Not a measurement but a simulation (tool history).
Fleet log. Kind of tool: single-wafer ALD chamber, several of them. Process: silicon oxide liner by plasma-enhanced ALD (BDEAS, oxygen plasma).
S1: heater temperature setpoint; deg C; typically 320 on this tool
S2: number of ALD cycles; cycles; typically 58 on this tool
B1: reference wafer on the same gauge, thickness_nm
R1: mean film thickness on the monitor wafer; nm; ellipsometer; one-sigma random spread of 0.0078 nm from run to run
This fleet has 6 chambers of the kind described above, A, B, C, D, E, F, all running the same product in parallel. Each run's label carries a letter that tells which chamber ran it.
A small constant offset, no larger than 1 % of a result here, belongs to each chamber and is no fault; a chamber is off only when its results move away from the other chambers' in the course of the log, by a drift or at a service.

{"run": "1C", "hour": 6.5, "S1": 320, "S2": 58, "B1": 4.3807, "R1": 5.2127}
{"run": "2B", "hour": 16.6, "S1": 320, "S2": 58, "B1": 4.3821, "R1": 5.2421}
{"run": "3E", "hour": 26.6, "S1": 320, "S2": 58, "B1": 4.3829, "R1": 5.2042}
{"hour": 36.3, "done": "chamber A: thermocouple changed; heater temperature recalibrated"}
{"run": "4D", "hour": 36.3, "S1": 320, "S2": 58, "B1": 4.3842, "R1": 5.2965}
{"run": "5A", "hour": 44.2, "S1": 320, "S2": 58, "B1": 4.3837, "R1": 5.3098}
{"run": "6F", "hour": 53.1, "S1": 320, "S2": 58, "B1": 4.3839, "R1": 5.2124}
{"run": "7E", "hour": 58.5, "S1": 320, "S2": 58, "B1": 4.3846, "R1": 5.2266}
{"run": "8B", "hour": 69.1, "S1": 320, "S2": 58, "B1": 4.3843, "R1": 5.2486}
{"run": "9D", "hour": 74.2, "S1": 320, "S2": 58, "B1": 4.3845, "R1": 5.2939}
{"run": "10A", "hour": 80.3, "S1": 320, "S2": 58, "B1": 4.3864, "R1": 5.2984}
{"run": "11F", "hour": 89.5, "S1": 320, "S2": 58, "B1": 4.3887, "R1": 5.2258}
{"run": "12C", "hour": 101.1, "S1": 328, "S2": 63, "B1": 4.3902, "R1": 5.62}
{"run": "13A", "hour": 110.9, "S1": 328, "S2": 63, "B1": 4.3876, "R1": 5.6787}
{"run": "14C", "hour": 117.0, "S1": 328, "S2": 63, "B1": 4.3895, "R1": 5.612}
{"run": "15F", "hour": 125.2, "S1": 328, "S2": 63, "B1": 4.3904, "R1": 5.6104}
{"run": "16D", "hour": 132.0, "S1": 328, "S2": 63, "B1": 4.391, "R1": 5.7085}
{"run": "17E", "hour": 142.3, "S1": 328, "S2": 63, "B1": 4.3912, "R1": 5.6153}
{"run": "18B", "hour": 148.7, "S1": 320, "S2": 58, "B1": 4.3909, "R1": 5.2508}
{"run": "19C", "hour": 155.3, "S1": 320, "S2": 58, "B1": 4.3925, "R1": 5.2255}
{"run": "20B", "hour": 163.2, "S1": 306, "S2": 58, "B1": 4.3926, "R1": 5.3554}
{"run": "21D", "hour": 174.1, "S1": 306, "S2": 58, "B1": 4.3951, "R1": 5.4202}
{"run": "22A", "hour": 184.0, "S1": 306, "S2": 58, "B1": 4.3955, "R1": 5.4209}
{"run": "23F", "hour": 192.5, "S1": 306, "S2": 58, "B1": 4.3953, "R1": 5.3524}
{"run": "24E", "hour": 200.8, "S1": 306, "S2": 58, "B1": 4.3962, "R1": 5.3178}
{"run": "25A", "hour": 207.1, "S1": 306, "S2": 58, "B1": 4.3967, "R1": 5.4269}
{"run": "26F", "hour": 212.2, "S1": 320, "S2": 58, "B1": 4.3965, "R1": 5.239}
{"run": "27D", "hour": 222.8, "S1": 320, "S2": 58, "B1": 4.3966, "R1": 5.3046}
{"run": "28C", "hour": 230.1, "S1": 320, "S2": 66, "B1": 4.3988, "R1": 5.96}
{"run": "29E", "hour": 241.9, "S1": 320, "S2": 66, "B1": 4.3979, "R1": 5.9392}
{"run": "30B", "hour": 252.7, "S1": 320, "S2": 66, "B1": 4.3997, "R1": 5.9754}
{"run": "31E", "hour": 258.8, "S1": 320, "S2": 66, "B1": 4.3996, "R1": 5.9681}
{"run": "32A", "hour": 268.1, "S1": 320, "S2": 66, "B1": 4.4004, "R1": 6.0428}
{"run": "33B", "hour": 277.7, "S1": 320, "S2": 66, "B1": 4.4002, "R1": 5.9641}
{"run": "34F", "hour": 283.0, "S1": 320, "S2": 58, "B1": 4.4033, "R1": 5.2359}
{"run": "35D", "hour": 291.8, "S1": 320, "S2": 58, "B1": 4.4025, "R1": 5.3021}
{"run": "36C", "hour": 300.3, "S1": 320, "S2": 58, "B1": 4.4032, "R1": 5.2462}
{"run": "37B", "hour": 310.7, "S1": 320, "S2": 58, "B1": 4.4044, "R1": 5.2603}
{"run": "38F", "hour": 321.2, "S1": 320, "S2": 58, "B1": 4.4053, "R1": 5.246}
{"run": "39A", "hour": 327.0, "S1": 320, "S2": 58, "B1": 4.4068, "R1": 5.3303}
{"run": "40D", "hour": 335.8, "S1": 320, "S2": 58, "B1": 4.4071, "R1": 5.3195}

Which is it: a chamber that has drifted or been left off by a service, a gauge drift common to all chambers, or only each chamber's usual small offset? If a chamber is off, name it and its likeliest cause.

It is the gauge, not a chamber: its drift shows up in every chamber's results at once, and no chamber is off.
What lies behind it: gauge reads high (%) = 0.614.

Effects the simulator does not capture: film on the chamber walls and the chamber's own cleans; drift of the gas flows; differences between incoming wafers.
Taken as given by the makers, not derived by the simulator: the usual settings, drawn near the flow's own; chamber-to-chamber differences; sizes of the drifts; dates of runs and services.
